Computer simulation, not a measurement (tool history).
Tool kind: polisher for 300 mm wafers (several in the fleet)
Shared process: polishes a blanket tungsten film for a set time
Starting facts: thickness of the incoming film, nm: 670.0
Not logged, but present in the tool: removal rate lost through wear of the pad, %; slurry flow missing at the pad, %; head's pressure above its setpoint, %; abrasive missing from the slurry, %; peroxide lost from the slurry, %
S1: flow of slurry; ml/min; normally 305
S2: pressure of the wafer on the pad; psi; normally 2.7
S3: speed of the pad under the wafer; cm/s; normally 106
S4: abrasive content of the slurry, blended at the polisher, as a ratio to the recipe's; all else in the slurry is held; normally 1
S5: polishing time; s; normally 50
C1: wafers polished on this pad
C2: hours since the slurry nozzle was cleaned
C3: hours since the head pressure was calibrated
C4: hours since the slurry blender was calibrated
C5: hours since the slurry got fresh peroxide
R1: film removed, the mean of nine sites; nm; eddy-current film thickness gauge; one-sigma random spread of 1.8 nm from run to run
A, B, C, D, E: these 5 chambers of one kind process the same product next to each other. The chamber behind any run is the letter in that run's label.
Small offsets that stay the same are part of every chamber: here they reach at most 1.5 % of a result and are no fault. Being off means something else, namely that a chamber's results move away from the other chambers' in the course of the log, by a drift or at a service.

-- hour=5.4 chamber E: worn pad replaced by a new one
-- hour=7 chamber A: slurry nozzle cleaned
run 1C hour=8.4 | S1=305 S2=2.7 S3=106 S4=1 S5=50 | C1=135 C2=252.9 C3=242.8 C4=141.7 C5=67.4 | R1=153.23
-- hour=11.9 chamber C: slurry tank refilled with fresh slurry and peroxide
-- hour=14.1 chamber C: slurry nozzle cleaned
-- hour=17 chamber D: slurry blender recalibrated
run 2A hour=17.9 | S1=305 S2=2.7 S3=106 S4=1 S5=50 | C1=792 C2=10.9 C3=477.3 C4=39.6 C5=20.8 | R1=156.03
run 3B hour=25.5 | S1=305 S2=2.7 S3=106 S4=1 S5=50 | C1=332 C2=185.2 C3=792.6 C4=33.4 C5=42.8 | R1=152.89
-- hour=34.1 chamber D: worn pad replaced by a new one
run 4E hour=37.2 | S1=305 S2=2.7 S3=106 S4=1 S5=50 | C1=378 C2=81.1 C3=203.4 C4=39.2 C5=147.1 | R1=156.44
-- hour=38.9 chamber A: head pressure recalibrated
-- hour=45 chamber D: slurry tank refilled with fresh slurry and peroxide
run 5D hour=45.5 | S1=305 S2=2.7 S3=106 S4=1 S5=50 | C1=135 C2=364.2 C3=94.9 C4=28.6 C5=0.6 | R1=154.46
run 6B hour=59.6 | S1=305 S2=2.7 S3=106 S4=1 S5=50 | C1=737 C2=219.3 C3=826.7 C4=67.5 C5=76.9 | R1=154.45
-- hour=59.8 chamber A: worn pad replaced by a new one
-- hour=62 chamber E: slurry tank refilled with fresh slurry and peroxide
run 7A hour=72.1 | S1=305 S2=2.7 S3=106 S4=1 S5=50 | C1=146 C2=65.1 C3=33.3 C4=93.8 C5=75 | R1=153.95
-- hour=73.4 chamber B: slurry tank refilled with fresh slurry and peroxide
-- hour=75.3 chamber A: slurry tank refilled with fresh slurry and peroxide
-- hour=77.2 chamber E: worn pad replaced by a new one
run 8D hour=80.9 | S1=305 S2=2.7 S3=106 S4=1 S5=50 | C1=555 C2=399.6 C3=130.3 C4=64 C5=36 | R1=154.46
-- hour=82.1 chamber C: slurry tank refilled with fresh slurry and peroxide
-- hour=82.6 chamber C: worn pad replaced by a new one
-- hour=84 chamber B: worn pad replaced by a new one
run 9E hour=92.5 | S1=305 S2=2.7 S3=106 S4=1 S5=50 | C1=182 C2=136.4 C3=258.7 C4=94.5 C5=30.6 | R1=155.36
run 10C hour=101.9 | S1=235 S2=2.7 S3=106 S4=1 S5=50 | C1=230 C2=87.8 C3=336.3 C4=235.2 C5=19.8 | R1=149.63
-- hour=103.9 chamber C: slurry blender recalibrated
run 11A hour=108.3 | S1=235 S2=2.7 S3=106 S4=1 S5=50 | C1=576 C2=101.3 C3=69.5 C4=130 C5=33.1 | R1=151.88
-- hour=119.1 chamber D: worn pad replaced by a new one
run 12E hour=121.2 | S1=235 S2=2.7 S3=106 S4=1 S5=50 | C1=523 C2=165.1 C3=287.4 C4=123.2 C5=59.3 | R1=151.13
run 13C hour=135 | S1=235 S2=2.7 S3=106 S4=1 S5=50 | C1=623 C2=120.9 C3=369.4 C4=31.1 C5=52.9 | R1=149.62
-- hour=137.1 chamber D: slurry tank refilled with fresh slurry and peroxide
-- hour=137.6 chamber E: slurry blender recalibrated
run 14D hour=148.3 | S1=235 S2=2.7 S3=106 S4=1 S5=50 | C1=346 C2=467 C3=197.7 C4=131.4 C5=11.3 | R1=148.38
-- hour=151.8 chamber B: slurry tank refilled with fresh slurry and peroxide
run 15B hour=160.8 | S1=305 S2=2.7 S3=106 S4=1 S5=50 | C1=913 C2=320.5 C3=927.9 C4=168.7 C5=9 | R1=153.72
-- hour=163.2 chamber B: worn pad replaced by a new one
-- hour=165.5 chamber C: worn pad replaced by a new one
-- hour=167.9 chamber A: slurry tank refilled with fresh slurry and peroxide
-- hour=168.9 chamber A: worn pad replaced by a new one
-- hour=169.4 chamber E: worn pad replaced by a new one
run 16B hour=173.1 | S1=305 S2=2.7 S3=106 S4=1 S5=50 | C1=118 C2=332.8 C3=940.2 C4=181 C5=21.3 | R1=149.99
-- hour=173.4 chamber C: slurry tank refilled with fresh slurry and peroxide
run 17D hour=184.9 | S1=305 S2=2.7 S3=106 S4=1 S5=50 | C1=781 C2=503.6 C3=234.3 C4=168 C5=47.9 | R1=154.43
-- hour=188.7 chamber D: worn pad replaced by a new one
run 18C hour=199.2 | S1=305 S2=2.7 S3=106 S4=1 S5=50 | C1=400 C2=185.1 C3=433.6 C4=95.3 C5=25.9 | R1=152.52
run 19E hour=213.2 | S1=305 S2=2.7 S3=106 S4=1 S5=50 | C1=521 C2=257.1 C3=379.4 C4=75.6 C5=151.3 | R1=158.71
run 20A hour=221.1 | S1=305 S2=2.7 S3=106 S4=1 S5=50 | C1=620 C2=214.1 C3=182.3 C4=242.8 C5=53.3 | R1=153.43
-- hour=223.8 chamber E: slurry tank refilled with fresh slurry and peroxide
-- hour=231.8 chamber B: slurry tank refilled with fresh slurry and peroxide
run 21B hour=234.9 | S1=305 S2=2.7 S3=106 S4=1 S5=50 | C1=852 C2=394.6 C3=1002 C4=242.8 C5=3.2 | R1=155.52
run 22A hour=241.5 | S1=305 S2=2.7 S3=106 S4=1 S5=50 | C1=862 C2=234.5 C3=202.7 C4=263.2 C5=73.7 | R1=153.2
-- hour=242.8 chamber C: slurry tank refilled with fresh slurry and peroxide
-- hour=243.4 chamber B: worn pad replaced by a new one
-- hour=245.9 chamber E: slurry nozzle cleaned
-- hour=246.1 chamber C: worn pad replaced by a new one
run 23D hour=249.2 | S1=305 S2=2.7 S3=106 S4=1 S5=50 | C1=718 C2=567.9 C3=298.6 C4=232.3 C5=112.2 | R1=155.26
-- hour=254.1 chamber E: worn pad replaced by a new one
-- hour=255.7 chamber D: slurry tank refilled with fresh slurry and peroxide
run 24C hour=257.8 | S1=305 S2=2.7 S3=106 S4=1 S5=50 | C1=139 C2=243.7 C3=492.2 C4=153.9 C5=15 | R1=153.23
-- hour=261.1 chamber A: slurry tank refilled with fresh slurry and peroxide
-- hour=261.7 chamber C: slurry nozzle cleaned
-- hour=262.4 chamber A: worn pad replaced by a new one
-- hour=268.7 chamber D: worn pad replaced by a new one
run 25E hour=268.8 | S1=305 S2=2.7 S3=106 S4=1 S5=50 | C1=174 C2=22.9 C3=435 C4=131.2 C5=45 | R1=163.35
run 26C hour=275.6 | S1=400 S2=2.7 S3=140 S4=1 S5=50 | C1=350 C2=13.9 C3=510 C4=171.7 C5=32.8 | R1=204.68
run 27E hour=289.6 | S1=400 S2=2.7 S3=140 S4=1 S5=50 | C1=421 C2=43.7 C3=455.8 C4=152 C5=65.8 | R1=217.99
-- hour=289.7 chamber E: slurry blender recalibrated
-- hour=298.1 chamber C: head pressure recalibrated
run 28D hour=303.8 | S1=400 S2=2.7 S3=140 S4=1 S5=50 | C1=417 C2=622.5 C3=353.2 C4=286.9 C5=48.2 | R1=205.58
-- hour=304.2 chamber B: slurry tank refilled with fresh slurry and peroxide
-- hour=316.4 chamber C: slurry tank refilled with fresh slurry and peroxide
-- hour=316.4 chamber D: slurry blender recalibrated
run 29A hour=317.6 | S1=400 S2=2.7 S3=140 S4=1 S5=50 | C1=656 C2=310.6 C3=278.8 C4=339.3 C5=56.6 | R1=202.9
run 30B hour=324.1 | S1=400 S2=2.7 S3=140 S4=1 S5=50 | C1=959 C2=483.8 C3=1091.2 C4=332 C5=19.9 | R1=205.11
-- hour=328.5 chamber A: slurry blender recalibrated
-- hour=333.7 chamber D: slurry nozzle cleaned
-- hour=335.2 chamber B: worn pad replaced by a new one
run 31A hour=337.6 | S1=305 S2=2.7 S3=106 S4=1 S5=50 | C1=894 C2=330.6 C3=298.8 C4=9.2 C5=76.6 | R1=157.94
-- hour=338 chamber C: worn pad replaced by a new one
-- hour=339.9 chamber E: worn pad replaced by a new one
run 32C hour=345.5 | S1=305 S2=2.7 S3=106 S4=1 S5=50 | C1=89 C2=83.8 C3=47.5 C4=241.6 C5=29.1 | R1=152.65
run 33D hour=356.2 | S1=305 S2=2.7 S3=106 S4=1 S5=50 | C1=1039 C2=22.6 C3=405.6 C4=39.8 C5=100.6 | R1=152.18
-- hour=358.9 chamber D: worn pad replaced by a new one
run 34E hour=367.7 | S1=305 S2=2.7 S3=106 S4=1 S5=50 | C1=330 C2=121.8 C3=533.9 C4=78 C5=143.9 | R1=167.06
-- hour=370 chamber D: slurry tank refilled with fresh slurry and peroxide
run 35B hour=379.8 | S1=305 S2=2.7 S3=106 S4=1 S5=50 | C1=530 C2=539.5 C3=1146.9 C4=387.7 C5=75.6 | R1=152.83
-- hour=382.9 chamber C: slurry blender recalibrated
run 36C hour=388.9 | S1=305 S2=2.7 S3=106 S4=1 S5=50 | C1=604 C2=127.2 C3=90.9 C4=6.1 C5=72.5 | R1=151.43
run 37E hour=398.1 | S1=385 S2=2.7 S3=106 S4=1 S5=33 | C1=691 C2=152.2 C3=564.3 C4=108.4 C5=174.3 | R1=109.96
run 38D hour=407.5 | S1=385 S2=2.7 S3=106 S4=1 S5=33 | C1=577 C2=73.9 C3=456.9 C4=91.1 C5=37.6 | R1=100.48

Which is it: a chamber that has drifted or been left off by a service, a gauge drift common to all chambers, or only each chamber's usual small offset? If a chamber is off, name it and its likeliest cause.

Chamber E drifts away from the others.
Cause: head's pressure above its setpoint, % = 8.29.

Here are 4 candidates for chamber E's next run, each the usual settings with a change, their results left as question marks. Which one brings its results back in line with what the others give on the usual settings?
Maximum distance from the other chambers' mean on the usual settings for a result to count as in line: R1 6.2 nm
run 39E-1 hour=417.7 | S1=305 S2=2.7 S3=110 S4=1 S5=52 | R1=?
run 39E-2 hour=417.7 | S1=305 S2=2.6 S3=100 S4=1 S5=47 | R1=?
run 39E-3 hour=417.7 | S1=305 S2=2.7 S3=106 S4=0.7 S5=50 | R1=?
run 39E-4 hour=417.7 | S1=310 S2=3.1 S3=106 S4=1.05 S5=50 | R1=?

On the usual settings, the other chambers give on average: R1 154.06 nm
run=39E-1 R1=180.43
run=39E-2 R1=142.53
run=39E-3 R1=153.55
run=39E-4 R1=194.53
Change 39E-3 lands the chamber within the allowed miss of the other chambers.

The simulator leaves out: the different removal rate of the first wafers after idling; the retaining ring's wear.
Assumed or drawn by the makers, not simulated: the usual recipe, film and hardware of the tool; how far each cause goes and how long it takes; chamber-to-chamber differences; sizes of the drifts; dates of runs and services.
